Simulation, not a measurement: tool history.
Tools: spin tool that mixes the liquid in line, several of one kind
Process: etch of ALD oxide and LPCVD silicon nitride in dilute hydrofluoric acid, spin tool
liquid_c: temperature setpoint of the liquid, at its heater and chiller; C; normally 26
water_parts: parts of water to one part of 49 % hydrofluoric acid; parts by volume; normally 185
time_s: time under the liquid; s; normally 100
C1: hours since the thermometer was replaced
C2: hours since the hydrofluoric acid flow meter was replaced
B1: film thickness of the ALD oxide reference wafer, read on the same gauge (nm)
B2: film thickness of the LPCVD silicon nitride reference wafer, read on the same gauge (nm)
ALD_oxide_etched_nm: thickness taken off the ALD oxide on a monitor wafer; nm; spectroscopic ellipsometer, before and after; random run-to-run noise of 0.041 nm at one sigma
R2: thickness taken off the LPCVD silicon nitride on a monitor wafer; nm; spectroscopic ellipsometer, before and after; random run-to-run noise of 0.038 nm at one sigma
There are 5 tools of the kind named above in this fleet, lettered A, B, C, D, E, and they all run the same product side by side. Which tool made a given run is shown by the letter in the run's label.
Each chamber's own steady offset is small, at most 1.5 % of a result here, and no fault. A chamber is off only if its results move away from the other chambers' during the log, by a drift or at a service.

{"run": "1E", "day": 0.275, "liquid_c": 26, "water_parts": 185, "time_s": 100, "C1": 1476.1, "C2": 1094.3, "B1": 49.979, "B2": 120, "ALD_oxide_etched_nm": 5.1148, "R2": 0.37306}
{"run": "2A", "day": 0.608, "liquid_c": 26, "water_parts": 185, "time_s": 100, "C1": 1970.1, "C2": 211.1, "B1": 49.965, "B2": 119.98, "ALD_oxide_etched_nm": 5.1165, "R2": 0.36199}
{"day": 0.967, "done": "chamber D: thermometer replaced"}
{"run": "3D", "day": 1.071, "liquid_c": 26, "water_parts": 185, "time_s": 100, "C1": 2.6, "C2": 722.7, "B1": 49.988, "B2": 119.99, "ALD_oxide_etched_nm": 5.0858, "R2": 0.37168}
{"day": 1.442, "done": "chamber E: hydrofluoric acid flow meter replaced"}
{"run": "4B", "day": 1.5, "liquid_c": 26, "water_parts": 185, "time_s": 100, "C1": 137.6, "C2": 695.1, "B1": 49.977, "B2": 119.98, "ALD_oxide_etched_nm": 5.0884, "R2": 0.3709}
{"run": "5C", "day": 1.712, "liquid_c": 26, "water_parts": 185, "time_s": 100, "C1": 2408.8, "C2": 931.1, "B1": 50.027, "B2": 119.98, "ALD_oxide_etched_nm": 5.1917, "R2": 0.39388}
{"run": "6D", "day": 2.108, "liquid_c": 26, "water_parts": 185, "time_s": 100, "C1": 27.5, "C2": 747.6, "B1": 50.003, "B2": 120, "ALD_oxide_etched_nm": 5.1296, "R2": 0.34822}
{"run": "7E", "day": 2.542, "liquid_c": 26, "water_parts": 185, "time_s": 100, "C1": 1530.5, "C2": 26.4, "B1": 50.014, "B2": 120, "ALD_oxide_etched_nm": 5.111, "R2": 0.39481}
{"run": "8B", "day": 3.017, "liquid_c": 26, "water_parts": 185, "time_s": 100, "C1": 174, "C2": 731.5, "B1": 50.034, "B2": 120, "ALD_oxide_etched_nm": 5.123, "R2": 0.35153}
{"run": "9A", "day": 3.404, "liquid_c": 26, "water_parts": 185, "time_s": 100, "C1": 2037.2, "C2": 278.2, "B1": 49.97, "B2": 120.01, "ALD_oxide_etched_nm": 5.1982, "R2": 0.32261}
{"run": "10C", "day": 3.692, "liquid_c": 26, "water_parts": 185, "time_s": 100, "C1": 2456.3, "C2": 978.6, "B1": 50.013, "B2": 119.95, "ALD_oxide_etched_nm": 5.2817, "R2": 0.31857}
{"run": "11C", "day": 3.908, "liquid_c": 26, "water_parts": 185, "time_s": 100, "C1": 2461.5, "C2": 983.8, "B1": 50.019, "B2": 119.99, "ALD_oxide_etched_nm": 5.3482, "R2": 0.40856}
{"run": "12D", "day": 4.15, "liquid_c": 26, "water_parts": 185, "time_s": 100, "C1": 76.5, "C2": 796.6, "B1": 49.99, "B2": 120.01, "ALD_oxide_etched_nm": 5.0836, "R2": 0.33209}
{"run": "13B", "day": 4.612, "liquid_c": 26, "water_parts": 185, "time_s": 100, "C1": 212.3, "C2": 769.8, "B1": 50.047, "B2": 120, "ALD_oxide_etched_nm": 5.0982, "R2": 0.42687}
{"run": "14A", "day": 4.854, "liquid_c": 27.5, "water_parts": 125, "time_s": 100, "C1": 2072, "C2": 313, "B1": 49.978, "B2": 119.98, "ALD_oxide_etched_nm": 8.7235, "R2": 0.59083}
{"run": "15E", "day": 5.262, "liquid_c": 27.5, "water_parts": 125, "time_s": 100, "C1": 1595.8, "C2": 91.7, "B1": 50.059, "B2": 119.95, "ALD_oxide_etched_nm": 8.7778, "R2": 0.52692}
{"day": 5.571, "done": "chamber B: hydrofluoric acid flow meter replaced"}
{"run": "16E", "day": 5.717, "liquid_c": 27.5, "water_parts": 125, "time_s": 100, "C1": 1606.7, "C2": 102.6, "B1": 50.007, "B2": 119.98, "ALD_oxide_etched_nm": 8.721, "R2": 0.66077}
{"run": "17A", "day": 6.083, "liquid_c": 27.5, "water_parts": 125, "time_s": 100, "C1": 2101.5, "C2": 342.5, "B1": 49.984, "B2": 120.01, "ALD_oxide_etched_nm": 8.788, "R2": 0.54943}
{"run": "18B", "day": 6.362, "liquid_c": 27.5, "water_parts": 125, "time_s": 100, "C1": 254.3, "C2": 19.1, "B1": 49.974, "B2": 120.02, "ALD_oxide_etched_nm": 8.689, "R2": 0.57196}
{"run": "19D", "day": 6.608, "liquid_c": 26, "water_parts": 185, "time_s": 100, "C1": 135.5, "C2": 855.6, "B1": 50.039, "B2": 120, "ALD_oxide_etched_nm": 5.1477, "R2": 0.37932}
{"day": 6.812, "done": "chamber C: thermometer replaced"}
{"run": "20C", "day": 7.029, "liquid_c": 26, "water_parts": 185, "time_s": 100, "C1": 5.2, "C2": 1058.7, "B1": 50.01, "B2": 119.98, "ALD_oxide_etched_nm": 5.5087, "R2": 0.39157}
{"run": "21A", "day": 7.425, "liquid_c": 26, "water_parts": 185, "time_s": 100, "C1": 2133.7, "C2": 374.7, "B1": 50.052, "B2": 119.98, "ALD_oxide_etched_nm": 5.1643, "R2": 0.3788}
{"run": "22C", "day": 7.8, "liquid_c": 26, "water_parts": 185, "time_s": 100, "C1": 23.7, "C2": 1077.2, "B1": 50.005, "B2": 120.02, "ALD_oxide_etched_nm": 5.5375, "R2": 0.3203}
{"day": 7.921, "done": "chamber D: hydrofluoric acid flow meter replaced"}
{"run": "23B", "day": 8.175, "liquid_c": 26, "water_parts": 185, "time_s": 100, "C1": 297.8, "C2": 62.6, "B1": 49.995, "B2": 120, "ALD_oxide_etched_nm": 5.1267, "R2": 0.34636}
{"run": "24E", "day": 8.492, "liquid_c": 26, "water_parts": 185, "time_s": 50, "C1": 1673.3, "C2": 169.2, "B1": 50.04, "B2": 120.02, "ALD_oxide_etched_nm": 2.5871, "R2": 0.17866}
{"run": "25D", "day": 8.921, "liquid_c": 26, "water_parts": 185, "time_s": 50, "C1": 191, "C2": 24.1, "B1": 49.999, "B2": 119.96, "ALD_oxide_etched_nm": 2.5672, "R2": 0.17887}
{"run": "26A", "day": 9.15, "liquid_c": 26, "water_parts": 185, "time_s": 50, "C1": 2175.1, "C2": 416.1, "B1": 49.996, "B2": 119.97, "ALD_oxide_etched_nm": 2.5393, "R2": 0.18383}
{"day": 9.542, "done": "chamber E: thermometer replaced"}
{"run": "27E", "day": 9.583, "liquid_c": 26, "water_parts": 185, "time_s": 50, "C1": 1.1, "C2": 195.4, "B1": 50.028, "B2": 120.04, "ALD_oxide_etched_nm": 2.5607, "R2": 0.17089}
{"run": "28B", "day": 9.804, "liquid_c": 26, "water_parts": 185, "time_s": 50, "C1": 336.9, "C2": 101.7, "B1": 50.02, "B2": 120.04, "ALD_oxide_etched_nm": 2.5694, "R2": 0.18306}
{"run": "29C", "day": 10.183, "liquid_c": 26, "water_parts": 185, "time_s": 100, "C1": 80.9, "C2": 1134.4, "B1": 49.97, "B2": 119.99, "ALD_oxide_etched_nm": 5.6096, "R2": 0.27222}
{"run": "30D", "day": 10.425, "liquid_c": 26, "water_parts": 185, "time_s": 100, "C1": 227.1, "C2": 60.2, "B1": 50.062, "B2": 120, "ALD_oxide_etched_nm": 5.1645, "R2": 0.44813}
{"run": "31B", "day": 10.721, "liquid_c": 26, "water_parts": 185, "time_s": 100, "C1": 358.9, "C2": 123.7, "B1": 50.007, "B2": 119.97, "ALD_oxide_etched_nm": 5.0605, "R2": 0.32683}
{"run": "32C", "day": 11.05, "liquid_c": 30, "water_parts": 185, "time_s": 100, "C1": 101.7, "C2": 1155.2, "B1": 49.978, "B2": 119.99, "ALD_oxide_etched_nm": 6.592, "R2": 0.51885}
{"run": "33E", "day": 11.288, "liquid_c": 30, "water_parts": 185, "time_s": 100, "C1": 42, "C2": 236.3, "B1": 50.002, "B2": 120.03, "ALD_oxide_etched_nm": 5.8846, "R2": 0.47336}
{"run": "34A", "day": 11.696, "liquid_c": 30, "water_parts": 185, "time_s": 100, "C1": 2236.2, "C2": 477.2, "B1": 49.984, "B2": 119.99, "ALD_oxide_etched_nm": 5.9461, "R2": 0.40533}
{"run": "35D", "day": 12.162, "liquid_c": 30, "water_parts": 185, "time_s": 100, "C1": 268.8, "C2": 101.9, "B1": 49.991, "B2": 120.01, "ALD_oxide_etched_nm": 5.9749, "R2": 0.47917}
{"run": "36D", "day": 12.388, "liquid_c": 30, "water_parts": 185, "time_s": 100, "C1": 274.2, "C2": 107.3, "B1": 50.048, "B2": 119.98, "ALD_oxide_etched_nm": 5.9155, "R2": 0.4659}

One chamber off, gauge drift, or nothing amiss beyond the chambers' own small offsets? If it is a chamber, which one, and what is the likeliest cause?

It is chamber C that slowly wanders off from its peers.
Cause: hydrofluoric acid flow above the setpoint (%) = 9.17.

Here are 4 candidates for chamber C's next run, each the usual settings with a change, their results left as question marks. Which one brings its results back in line with what the others give on the usual settings?
Allowed miss from the other chambers' usual-settings mean, per result, to count as in line: ALD_oxide_etched_nm 0.14 nm; R2 0.13 nm
{"run": "37C-1", "day": 12.729, "liquid_c": 25.5, "water_parts": 165, "time_s": 110, "ALD_oxide_etched_nm": "?", "R2": "?"}
{"run": "37C-2", "day": 12.729, "liquid_c": 26.5, "water_parts": 205, "time_s": 90, "ALD_oxide_etched_nm": "?", "R2": "?"}
{"run": "37C-3", "day": 12.729, "liquid_c": 26, "water_parts": 195, "time_s": 95, "ALD_oxide_etched_nm": "?", "R2": "?"}
{"run": "37C-4", "day": 12.729, "liquid_c": 26, "water_parts": 175, "time_s": 105, "ALD_oxide_etched_nm": "?", "R2": "?"}

What the other chambers average on the usual settings: ALD_oxide_etched_nm 5.1332 nm; R2 0.36148 nm
run=37C-1 ALD_oxide_etched_nm=7.149 R2=0.49239
run=37C-2 ALD_oxide_etched_nm=4.6845 R2=0.34566
run=37C-3 ALD_oxide_etched_nm=5.1577 R2=0.37175
run=37C-4 ALD_oxide_etched_nm=6.4866 R2=0.4576
37C-3 is the one that brings the chamber's results back in line with the other chambers.
